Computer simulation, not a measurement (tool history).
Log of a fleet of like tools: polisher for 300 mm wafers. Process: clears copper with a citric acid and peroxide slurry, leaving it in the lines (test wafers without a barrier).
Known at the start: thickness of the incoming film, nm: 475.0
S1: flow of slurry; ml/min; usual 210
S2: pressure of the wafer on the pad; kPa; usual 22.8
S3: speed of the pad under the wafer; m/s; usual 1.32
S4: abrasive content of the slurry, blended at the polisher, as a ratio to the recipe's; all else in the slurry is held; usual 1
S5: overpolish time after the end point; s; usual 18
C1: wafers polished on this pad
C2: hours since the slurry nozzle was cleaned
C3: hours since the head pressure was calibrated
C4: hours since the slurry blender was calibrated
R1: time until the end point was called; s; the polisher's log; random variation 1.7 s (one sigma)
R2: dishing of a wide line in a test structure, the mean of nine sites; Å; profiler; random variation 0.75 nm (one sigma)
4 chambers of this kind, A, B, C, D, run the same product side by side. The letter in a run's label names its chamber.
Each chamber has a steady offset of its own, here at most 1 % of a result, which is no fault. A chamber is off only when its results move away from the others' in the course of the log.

| run | hour | S1 | S2 | S3 | S4 | S5 | C1 | C2 | C3 | C4 | R1 | R2 |
|---|---|---|---|---|---|---|---|---|---|---|---|---|
|  | 4.3 | chamber C: head pressure recalibrated |
|  | 8.6 | chamber B: slurry nozzle cleaned |
| 1A | 12.1 | 210 | 22.8 | 1.32 | 1 | 18 | 403 | 368.9 | 302.8 | 46.5 | 162.84 | 361.43 |
| 2D | 20.6 | 210 | 22.8 | 1.32 | 1 | 18 | 551 | 171 | 1065.4 | 299.1 | 167.06 | 348.08 |
|  | 30.3 | chamber D: worn pad replaced by a new one |
| 3C | 35.4 | 210 | 22.8 | 1.32 | 1 | 18 | 406 | 87.4 | 31.1 | 96 | 162.67 | 355.49 |
| 4B | 51.1 | 210 | 22.8 | 1.32 | 1 | 18 | 491 | 42.6 | 875.2 | 156.8 | 165.16 | 349.98 |
| 5A | 59.8 | 210 | 22.8 | 1.32 | 1 | 18 | 713 | 416.6 | 350.5 | 94.2 | 165.1 | 349.83 |
|  | 63.1 | chamber B: worn pad replaced by a new one |
| 6C | 75.6 | 210 | 22.8 | 1.32 | 1 | 18 | 667 | 127.6 | 71.3 | 136.2 | 163.62 | 349.92 |
|  | 75.7 | chamber C: worn pad replaced by a new one |
| 7B | 86.1 | 210 | 22.8 | 1.32 | 1 | 18 | 149 | 77.6 | 910.2 | 191.8 | 166.65 | 339.91 |
| 8D | 97.1 | 210 | 22.8 | 1.32 | 1 | 18 | 434 | 247.5 | 1141.9 | 375.6 | 167.73 | 357.67 |
|  | 108.9 | chamber A: worn pad replaced by a new one |
| 9B | 108.9 | 210 | 22.8 | 1.32 | 1 | 18 | 297 | 100.4 | 933 | 214.6 | 165.25 | 355.69 |
|  | 117.3 | chamber D: head pressure recalibrated |
| 10A | 121.2 | 210 | 22.8 | 1.32 | 1 | 18 | 79 | 478 | 411.9 | 155.6 | 167.76 | 354.75 |
|  | 123.2 | chamber D: worn pad replaced by a new one |
|  | 136.1 | chamber D: slurry blender recalibrated |
| 11C | 136.4 | 210 | 22.8 | 1.32 | 1 | 18 | 394 | 188.4 | 132.1 | 197 | 163.96 | 355.1 |
|  | 140.7 | chamber A: slurry nozzle cleaned |
|  | 144.2 | chamber B: slurry blender recalibrated |
| 12D | 148.5 | 210 | 22.8 | 1.32 | 1 | 18 | 164 | 298.9 | 31.2 | 12.5 | 164.96 | 357.17 |
| 13D | 156.5 | 210 | 22.8 | 1.32 | 1 | 18 | 216 | 306.9 | 39.2 | 20.5 | 166.1 | 355.83 |
|  | 165.8 | chamber B: worn pad replaced by a new one |
| 14B | 167.9 | 210 | 22.8 | 1.32 | 1 | 18 | 14 | 159.4 | 992 | 23.8 | 165.26 | 347.32 |
|  | 175 | chamber A: slurry blender recalibrated |
| 15C | 183.5 | 210 | 22.8 | 1.32 | 1 | 18 | 701 | 235.5 | 179.2 | 244.1 | 165.82 | 353.65 |
|  | 183.8 | chamber C: worn pad replaced by a new one |
|  | 190.1 | chamber D: slurry nozzle cleaned |
| 16A | 195.7 | 210 | 22.8 | 1.32 | 1 | 18 | 564 | 55.1 | 486.4 | 20.8 | 166.56 | 368.31 |
| 17B | 211 | 210 | 22.8 | 1.32 | 1 | 18 | 294 | 202.5 | 1035.1 | 66.9 | 161.67 | 352.7 |
|  | 217.9 | chamber C: slurry nozzle cleaned |
|  | 217.9 | chamber D: worn pad replaced by a new one |
|  | 218.1 | chamber C: slurry blender recalibrated |
| 18A | 222.3 | 210 | 29 | 1.32 | 1 | 18 | 737 | 81.7 | 513 | 47.4 | 128.92 | 441.08 |
| 19C | 231.1 | 210 | 29 | 1.32 | 1 | 18 | 307 | 13.3 | 226.8 | 13.1 | 126.66 | 438.85 |
| 20D | 246.2 | 210 | 29 | 1.32 | 1 | 18 | 184 | 56.2 | 128.9 | 110.2 | 129.92 | 441.08 |
|  | 249.2 | chamber B: worn pad replaced by a new one |
|  | 257.3 | chamber A: worn pad replaced by a new one |
| 21A | 262 | 210 | 29 | 1.32 | 1 | 18 | 30 | 121.4 | 552.7 | 87.1 | 130.31 | 439.31 |
| 22C | 271.4 | 210 | 22.8 | 1.32 | 1 | 18 | 569 | 53.6 | 267.1 | 53.4 | 164.86 | 337.26 |
| 23B | 281.2 | 180 | 22.8 | 1.66 | 1 | 18 | 208 | 272.7 | 1105.3 | 137.1 | 131.31 | 425.44 |
| 24D | 291.7 | 180 | 22.8 | 1.66 | 1 | 18 | 479 | 101.7 | 174.4 | 155.7 | 135.4 | 406.03 |
|  | 293.9 | chamber D: worn pad replaced by a new one |
| 25C | 301.4 | 180 | 22.8 | 1.66 | 1 | 18 | 764 | 83.6 | 297.1 | 83.4 | 132.87 | 435.27 |
|  | 309.1 | chamber C: worn pad replaced by a new one |
| 26A | 312.1 | 180 | 22.8 | 1.66 | 1 | 18 | 356 | 171.5 | 602.8 | 137.2 | 132.86 | 417.82 |
| 27B | 320.2 | 210 | 22.8 | 1.32 | 1 | 18 | 461 | 311.7 | 1144.3 | 176.1 | 158.26 | 370.81 |
| 28D | 334.8 | 210 | 22.8 | 1.32 | 1 | 18 | 266 | 144.8 | 217.5 | 198.8 | 165.21 | 342.81 |
| 29D | 347.3 | 210 | 22.8 | 1.32 | 1 | 18 | 347 | 157.3 | 230 | 211.3 | 164 | 347.49 |
|  | 353.4 | chamber B: worn pad replaced by a new one |
| 30A | 355.5 | 210 | 22.8 | 1.32 | 0.75 | 10 | 638 | 214.9 | 646.2 | 180.6 | 177.05 | 205.7 |
| 31C | 369.3 | 210 | 22.8 | 1.32 | 0.75 | 10 | 391 | 151.5 | 365 | 151.3 | 174.24 | 200.93 |
| 32B | 383.8 | 210 | 22.8 | 1.32 | 0.75 | 10 | 198 | 375.3 | 1207.9 | 239.7 | 165.43 | 210.03 |
|  | 385.8 | chamber D: worn pad replaced by a new one |
| 33A | 396.1 | 210 | 22.8 | 1.32 | 0.75 | 10 | 902 | 255.5 | 686.8 | 221.2 | 178.65 | 203.74 |
| 34C | 409.3 | 210 | 22.8 | 1.32 | 1 | 18 | 651 | 191.5 | 405 | 191.3 | 163.5 | 352.16 |
| 35D | 423.1 | 210 | 22.8 | 1.32 | 1 | 18 | 242 | 233.1 | 305.8 | 287.1 | 168.67 | 360.3 |

All 4 chambers run these settings next. Forecast each chamber's results:
| 36A | 434.5 | 210 | 22.8 | 1.32 | 1 | 18 |  |  |  |  | ? | ? |
| 36B | 434.5 | 210 | 22.8 | 1.32 | 1 | 18 |  |  |  |  | ? | ? |
| 36C | 434.5 | 210 | 22.8 | 1.32 | 1 | 18 |  |  |  |  | ? | ? |
| 36D | 434.5 | 210 | 22.8 | 1.32 | 1 | 18 |  |  |  |  | ? | ? |

| run | R1 | R2 |
|---|---|---|
| 36A | 166.79 | 366.75 |
| 36B | 152.42 | 363.05 |
| 36C | 165.61 | 345.84 |
| 36D | 164.94 | 360.86 |

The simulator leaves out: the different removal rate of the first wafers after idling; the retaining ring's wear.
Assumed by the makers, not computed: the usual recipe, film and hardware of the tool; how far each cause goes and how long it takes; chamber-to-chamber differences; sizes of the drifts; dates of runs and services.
